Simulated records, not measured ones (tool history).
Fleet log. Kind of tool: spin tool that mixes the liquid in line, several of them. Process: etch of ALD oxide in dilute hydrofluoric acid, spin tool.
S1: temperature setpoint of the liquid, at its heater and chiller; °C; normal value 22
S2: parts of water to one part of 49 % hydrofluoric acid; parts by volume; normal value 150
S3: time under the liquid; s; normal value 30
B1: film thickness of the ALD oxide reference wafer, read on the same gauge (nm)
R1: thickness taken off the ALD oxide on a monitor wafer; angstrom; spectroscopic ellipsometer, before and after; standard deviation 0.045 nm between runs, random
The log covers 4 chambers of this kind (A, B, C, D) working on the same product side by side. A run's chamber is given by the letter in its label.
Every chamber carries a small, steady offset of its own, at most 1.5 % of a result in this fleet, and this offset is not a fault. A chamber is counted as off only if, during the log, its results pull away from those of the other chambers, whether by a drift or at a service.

run 1C hour=4.5 | S1=22 S2=150 S3=30 | B1=120 | R1=57.043
run 2B hour=9.1 | S1=22 S2=150 S3=30 | B1=120 | R1=56.547
run 3D hour=13.9 | S1=22 S2=150 S3=30 | B1=120 | R1=57.366
run 4A hour=18 | S1=22 S2=150 S3=30 | B1=120 | R1=57.012
run 5D hour=22.2 | S1=27 S2=150 S3=30 | B1=119.99 | R1=68.74
run 6A hour=25.7 | S1=27 S2=150 S3=30 | B1=120 | R1=69.643
run 7B hour=29.5 | S1=27 S2=150 S3=30 | B1=120.01 | R1=68.337
run 8C hour=32.1 | S1=27 S2=150 S3=30 | B1=119.99 | R1=68.732
run 9A hour=34.5 | S1=22 S2=150 S3=30 | B1=120.01 | R1=56.964
run 10C hour=37.1 | S1=26.5 S2=150 S3=30 | B1=120 | R1=67.553
run 11B hour=39.8 | S1=26.5 S2=150 S3=30 | B1=119.99 | R1=67.34
run 12D hour=44.1 | S1=26.5 S2=150 S3=30 | B1=120 | R1=67.003
run 13A hour=49 | S1=26.5 S2=150 S3=30 | B1=120.01 | R1=69.266
run 14B hour=52.8 | S1=22 S2=150 S3=30 | B1=120.01 | R1=56.44
run 15D hour=57.4 | S1=22 S2=150 S3=30 | B1=120.01 | R1=56.662
run 16C hour=59.9 | S1=22 S2=150 S3=30 | B1=120.02 | R1=57.334
run 17C hour=63.4 | S1=22 S2=150 S3=30 | B1=120 | R1=57.444
run 18B hour=66.6 | S1=26.5 S2=150 S3=30 | B1=120.02 | R1=67.175
run 19D hour=69.8 | S1=26.5 S2=150 S3=30 | B1=119.99 | R1=67.39
run 20A hour=73.4 | S1=26.5 S2=150 S3=30 | B1=119.99 | R1=69.034
run 21A hour=76.8 | S1=26.5 S2=150 S3=30 | B1=120 | R1=69.846
run 22D hour=80.8 | S1=22 S2=150 S3=30 | B1=120 | R1=56.998
run 23C hour=84.5 | S1=22 S2=150 S3=30 | B1=120 | R1=56.441
run 24B hour=87.3 | S1=22 S2=150 S3=30 | B1=119.99 | R1=56.345
-- hour=89.7 chamber C: thermometer replaced
run 25B hour=91.9 | S1=22 S2=150 S3=30 | B1=120.01 | R1=56.067
run 26D hour=95.2 | S1=22 S2=150 S3=30 | B1=120 | R1=57.268
run 27C hour=97.3 | S1=22 S2=150 S3=30 | B1=119.99 | R1=56.232
run 28A hour=99.5 | S1=22 S2=150 S3=30 | B1=120.01 | R1=59.959
run 29A hour=103.2 | S1=22 S2=215 S3=30 | B1=119.98 | R1=38.652
run 30C hour=106.3 | S1=22 S2=215 S3=30 | B1=120.01 | R1=37.485
run 31D hour=110.4 | S1=22 S2=215 S3=30 | B1=120 | R1=37.182
run 32B hour=114.5 | S1=22 S2=215 S3=30 | B1=119.99 | R1=36.732
run 33A hour=116.7 | S1=22 S2=150 S3=30 | B1=119.98 | R1=60.195
run 34D hour=120.6 | S1=22 S2=150 S3=30 | B1=120 | R1=56.898
run 35B hour=122.9 | S1=22 S2=150 S3=30 | B1=120 | R1=56.329
run 36C hour=125.3 | S1=22 S2=150 S3=30 | B1=120.02 | R1=57.121
run 37D hour=129.9 | S1=22 S2=150 S3=30 | B1=119.99 | R1=57.108
run 38C hour=133.6 | S1=22 S2=150 S3=30 | B1=120 | R1=56.878
run 39B hour=137.1 | S1=22 S2=150 S3=30 | B1=120 | R1=56.433
run 40A hour=139.7 | S1=22 S2=150 S3=30 | B1=119.97 | R1=60.754
run 41D hour=144.2 | S1=22 S2=150 S3=50 | B1=119.99 | R1=94.951
run 42A hour=148.2 | S1=22 S2=150 S3=50 | B1=120 | R1=103.32
run 43C hour=150.4 | S1=22 S2=150 S3=50 | B1=119.98 | R1=94.177
run 44B hour=152.5 | S1=22 S2=150 S3=50 | B1=120 | R1=92.781

Read the log: is a single chamber off, either drifting away or since a service, is the gauge that measures every chamber drifting, or is nothing wrong beyond small per-chamber offsets? Name any odd chamber and what most likely caused it.

Chamber A drifts away from the others.
Most likely cause: liquid hotter than its thermometer reads (K) = 2.07.
It could be hard to tell apart here from: hydrofluoric acid flow above the setpoint (%).

Which of the 4 candidates below, each the usual settings with something changed and its results left as question marks, puts chamber A back in line with what the other chambers give on the usual settings?
Maximum distance from the other chambers' mean on the usual settings for a result to count as in line: R1 1.6 angstrom
run 45A-1 hour=156 | S1=22 S2=145 S3=30 | R1=?
run 45A-2 hour=156 | S1=24 S2=150 S3=30 | R1=?
run 45A-3 hour=156 | S1=22 S2=155 S3=30 | R1=?
run 45A-4 hour=156 | S1=20 S2=150 S3=30 | R1=?

Mean of the other chambers on the usual settings: R1 56.83 angstrom
run=45A-1 R1=63.766
run=45A-2 R1=66.168
run=45A-3 R1=58.96
run=45A-4 R1=56.663
45A-4 brings the chamber back in line.

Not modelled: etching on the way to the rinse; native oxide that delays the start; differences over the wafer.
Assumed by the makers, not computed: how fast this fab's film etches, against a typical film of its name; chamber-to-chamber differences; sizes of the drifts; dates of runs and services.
